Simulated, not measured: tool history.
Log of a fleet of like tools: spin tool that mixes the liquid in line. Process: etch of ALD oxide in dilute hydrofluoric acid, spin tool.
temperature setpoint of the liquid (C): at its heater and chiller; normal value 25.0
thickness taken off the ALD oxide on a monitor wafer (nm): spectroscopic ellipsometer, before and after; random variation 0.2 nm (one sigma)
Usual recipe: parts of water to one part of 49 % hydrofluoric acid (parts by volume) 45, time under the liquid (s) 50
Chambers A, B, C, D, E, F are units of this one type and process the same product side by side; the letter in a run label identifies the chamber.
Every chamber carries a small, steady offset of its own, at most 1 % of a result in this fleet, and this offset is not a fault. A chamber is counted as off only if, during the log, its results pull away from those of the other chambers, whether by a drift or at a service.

run   hour  temperature setpoint of the liquid (C)  parts of water to one part of 49 % hydrofluoric acid (parts by volume)  time under the liquid (s)  hours since the thermometer was replaced  hours since the hydrofluoric acid flow meter was replaced  read-back film thickness of the ALD oxide reference wafer, read on the same gauge (nm)  thickness taken off the ALD oxide on a monitor wafer (nm)
 1F    3.4                                    25.0                                                                      45                         50                                      85.2                                                     2285.4                                                                                  30.010                                                     23.176
 2B    8.3                                    25.0                                                                      45                         50                                     878.2                                                       46.8                                                                                  29.989                                                     23.237
 3A   11.1                                    25.0                                                                      45                         50                                     451.0                                                      512.3                                                                                  30.002                                                     23.479
 4C   17.0                                    25.0                                                                      45                         50                                    2208.4                                                     1716.2                                                                                  30.011                                                     23.330
 5E   20.0                                    25.0                                                                      45                         50                                    1043.5                                                      971.6                                                                                  30.012                                                     23.332
 6D   23.9                                    25.0                                                                      45                         50                                     666.2                                                      674.3                                                                                  29.987                                                     23.526
 7C   27.3                                    25.0                                                                      45                         50                                    2218.7                                                     1726.5                                                                                  29.999                                                     23.287
 8D   31.0                                    25.0                                                                      45                         50                                     673.3                                                      681.4                                                                                  29.990                                                     23.690
 9B   34.9                                    29.0                                                                      45                         50                                     904.8                                                       73.4                                                                                  30.014                                                     27.551
10F   39.8                                    29.0                                                                      45                         50                                     121.6                                                     2321.8                                                                                  29.996                                                     27.256
11E   42.5                                    29.0                                                                      45                         50                                    1066.0                                                      994.1                                                                                  29.982                                                     27.097
12A   45.6                                    29.0                                                                      45                         50                                     485.5                                                      546.8                                                                                  29.998                                                     27.374
13D   49.5                                    29.0                                                                      45                         50                                     691.8                                                      699.9                                                                                  29.994                                                     27.373
14F   55.6                                    29.0                                                                      45                         50                                     137.4                                                     2337.6                                                                                  29.990                                                     27.346
15C   59.2                                    25.0                                                                      45                         50                                    2250.6                                                     1758.4                                                                                  30.007                                                     23.325
16A   65.2                                    25.0                                                                      45                         50                                     505.1                                                      566.4                                                                                  30.014                                                     23.377
17E   67.9                                    25.0                                                                      45                         50                                    1091.4                                                     1019.5                                                                                  30.001                                                     23.222
18B   71.8                                    25.0                                                                      45                         50                                     941.7                                                      110.3                                                                                  30.001                                                     23.277
19A   74.6                                    25.0                                                                      45                         50                                     514.5                                                      575.8                                                                                  29.994                                                     23.298
20B   78.5                                    25.0                                                                      45                         50                                     948.4                                                      117.0                                                                                  30.009                                                     23.349
21D   84.3                                    25.0                                                                      45                         50                                     726.6                                                      734.7                                                                                  29.973                                                     23.153
22E   89.7                                    25.0                                                                      45                         50                                    1113.2                                                     1041.3                                                                                  29.992                                                     23.517
23C   94.2                                    25.0                                                                      45                         50                                    2285.6                                                     1793.4                                                                                  29.992                                                     23.284
24F   97.6                                    25.0                                                                      45                         50                                     179.4                                                     2379.6                                                                                  30.000                                                     23.115
25E  100.5                                    25.0                                                                      45                         50                                    1124.0                                                     1052.1                                                                                  29.993                                                     23.243
26C  103.8                                    25.0                                                                      45                         50                                    2295.2                                                     1803.0                                                                                  29.990                                                     23.323
27B  106.5                                    25.0                                                                      45                         50                                     976.4                                                      145.0                                                                                  30.008                                                     23.115
28F  109.7                                    25.0                                                                      45                         50                                     191.5                                                     2391.7                                                                                  29.998                                                     23.003
29A  114.3                                    28.5                                                                      65                         50                                     554.2                                                      615.5                                                                                  29.996                                                     18.310
30D  117.0                                    28.5                                                                      65                         50                                     759.3                                                      767.4                                                                                  29.995                                                     17.850
31B  120.9                                    28.5                                                                      65                         50                                     990.8                                                      159.4                                                                                  30.012                                                     18.236
32A  124.3                                    28.5                                                                      65                         50                                     564.2                                                      625.5                                                                                  30.004                                                     17.945
33D  129.5                                    28.5                                                                      65                         50                                     771.8                                                      779.9                                                                                  30.013                                                     17.763
34C  133.6                                    28.5                                                                      65                         50                                    2325.0                                                     1832.8                                                                                  30.018                                                     18.198
35F  138.5                                    25.0                                                                      55                         50                                     220.3                                                     2420.5                                                                                  30.010                                                     18.864
36E  143.4                                    25.0                                                                      55                         50                                    1166.9                                                     1095.0                                                                                  30.006                                                     19.026
37A  146.1                                    25.0                                                                      55                         50                                     586.0                                                      647.3                                                                                  29.989                                                     18.616
38C  149.8                                    25.0                                                                      55                         50                                    2341.2                                                     1849.0                                                                                  30.012                                                     18.966
     150.8  -- chamber F: hydrofluoric acid flow meter replaced
39D  155.6                                    25.0                                                                      55                         50                                     797.9                                                      806.0                                                                                  29.991                                                     18.979
40E  159.0                                    25.0                                                                      55                         50                                    1182.5                                                     1110.6                                                                                  29.999                                                     18.688
41B  162.0                                    25.0                                                                      45                         50                                    1031.9                                                      200.5                                                                                  29.991                                                     22.837
42F  168.0                                    25.0                                                                      45                         70                                     249.8                                                       17.3                                                                                  30.011                                                     32.716
43E  172.8                                    25.0                                                                      45                         70                                    1196.3                                                     1124.4                                                                                  29.992                                                     32.695

For the next run the whole fleet of 6 chambers uses the same settings. Give each chamber's results:
44A  177.1                                    21.0                                                                      45                         50                                                                                                                                                                                                                                                       ?
44B  177.1                                    21.0                                                                      45                         50                                                                                                                                                                                                                                                       ?
44C  177.1                                    21.0                                                                      45                         50                                                                                                                                                                                                                                                       ?
44D  177.1                                    21.0                                                                      45                         50                                                                                                                                                                                                                                                       ?
44E  177.1                                    21.0                                                                      45                         50                                                                                                                                                                                                                                                       ?
44F  177.1                                    21.0                                                                      45                         50                                                                                                                                                                                                                                                       ?

run  thickness taken off the ALD oxide on a monitor wafer (nm)
44A                                                     19.742
44B                                                     19.710
44C                                                     19.812
44D                                                     19.838
44E                                                     19.804
44F                                                     20.041

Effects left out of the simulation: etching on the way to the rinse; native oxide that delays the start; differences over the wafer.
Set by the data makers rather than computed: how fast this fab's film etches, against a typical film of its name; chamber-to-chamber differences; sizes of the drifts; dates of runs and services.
